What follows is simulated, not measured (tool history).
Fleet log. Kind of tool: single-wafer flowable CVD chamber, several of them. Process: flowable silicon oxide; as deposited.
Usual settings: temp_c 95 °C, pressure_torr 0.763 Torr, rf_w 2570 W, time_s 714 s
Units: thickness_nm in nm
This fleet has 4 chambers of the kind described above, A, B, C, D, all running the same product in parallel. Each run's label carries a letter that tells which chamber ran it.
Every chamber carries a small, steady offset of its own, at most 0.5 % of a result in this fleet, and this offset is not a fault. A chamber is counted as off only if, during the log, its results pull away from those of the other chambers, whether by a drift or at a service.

run     day  temp_c  pressure_torr  rf_w  time_s  read-back reference wafer on the same gauge, thickness_nm  thickness_nm
 1C   0.217      95          0.763  2570     714                                                     594.08        502.64
 2A   0.458      95          0.763  2570     714                                                     593.83        501.69
 3D   0.762      95          0.763  2570     714                                                     594.13        501.82
 4B   0.996      95          0.763  2570     714                                                     593.66        501.38
 5A   1.346      95          0.763  2570     714                                                     593.39        498.71
 6C   1.654      95          0.908  2570     582                                                     593.53        510.33
 7B   1.962      95          0.908  2570     582                                                      593.9        511.21
 8D   2.225      95          0.908  2570     582                                                     594.07        509.16
 9B   2.425      95          0.908  2570     582                                                        594        511.57
10D   2.808      95          0.618  2570     714                                                     593.44        378.61
11C   3.088      95          0.618  2570     714                                                     594.42        374.36
12A   3.333      95          0.618  2570     714                                                     593.75        374.93
13C   3.654      95          0.618  2570     714                                                     593.97        376.36
14D   3.892      95          0.845  2570     714                                                      594.3        571.54
15A   4.096      95          0.845  2570     714                                                     593.93        570.47
16B   4.479      95          0.845  2570     714                                                     594.37        575.35
17C   4.738      95          0.845  2570     714                                                     593.99        574.18
18B   4.929      95          0.763  2570     714                                                     594.41         499.6
      5.096  -- chamber A: thermocouple changed; heater temperature recalibrated
19A   5.358      95          0.763  2570     714                                                     594.33        500.34
       5.65  -- chamber C: capacitance manometer re-zeroed and calibrated
20D   5.721      95          0.763  2570     714                                                     594.39        500.74
21D   6.075     105          0.763  2570     714                                                     593.95        360.81
22B   6.304     105          0.763  2570     714                                                     593.72        360.32
23C   6.621     105          0.763  2570     714                                                      593.9        360.64
      6.929  -- chamber D: RF generator calibrated
24A   6.979     105          0.763  2570     714                                                     594.05        359.19
25B   7.308     103          0.763  2570     816                                                     593.98        438.94
26A   7.712     103          0.763  2570     816                                                     593.99        436.05
27D   8.133     103          0.763  2570     816                                                     593.89        438.68
28C   8.342     103          0.763  2570     816                                                     593.94        440.67
29B   8.721      95          0.763  2570     714                                                     593.79        499.03
30D   8.975      95          0.763  2570     714                                                     594.18        499.04
31C   9.242      95          0.763  2570     714                                                     593.91         498.3
32A   9.625      95           0.63  2570     714                                                      594.4        382.37
33D   9.996      95           0.63  2570     714                                                      594.1        389.57
34C  10.246      95           0.63  2570     714                                                     593.77        386.43
35A  10.488      95           0.63  2570     714                                                     594.09        383.25
36B  10.729      95          0.763  2570     714                                                      593.9        498.83
37C   11.15      95          0.763  2570     714                                                     594.27           498
38D  11.362      95          0.763  2570     714                                                     593.85        499.83
39B  11.742      95          0.763  2570     714                                                     593.56        498.86

For the next run the whole fleet of 4 chambers uses the same settings. Give each chamber's results:
40A  12.05      95          0.763  2570     714                                                                        ?
40B  12.05      95          0.763  2570     714                                                                        ?
40C  12.05      95          0.763  2570     714                                                                        ?
40D  12.05      95          0.763  2570     714                                                                        ?

run  thickness_nm
40A        498.58
40B        500.31
40C        502.92
40D        497.71
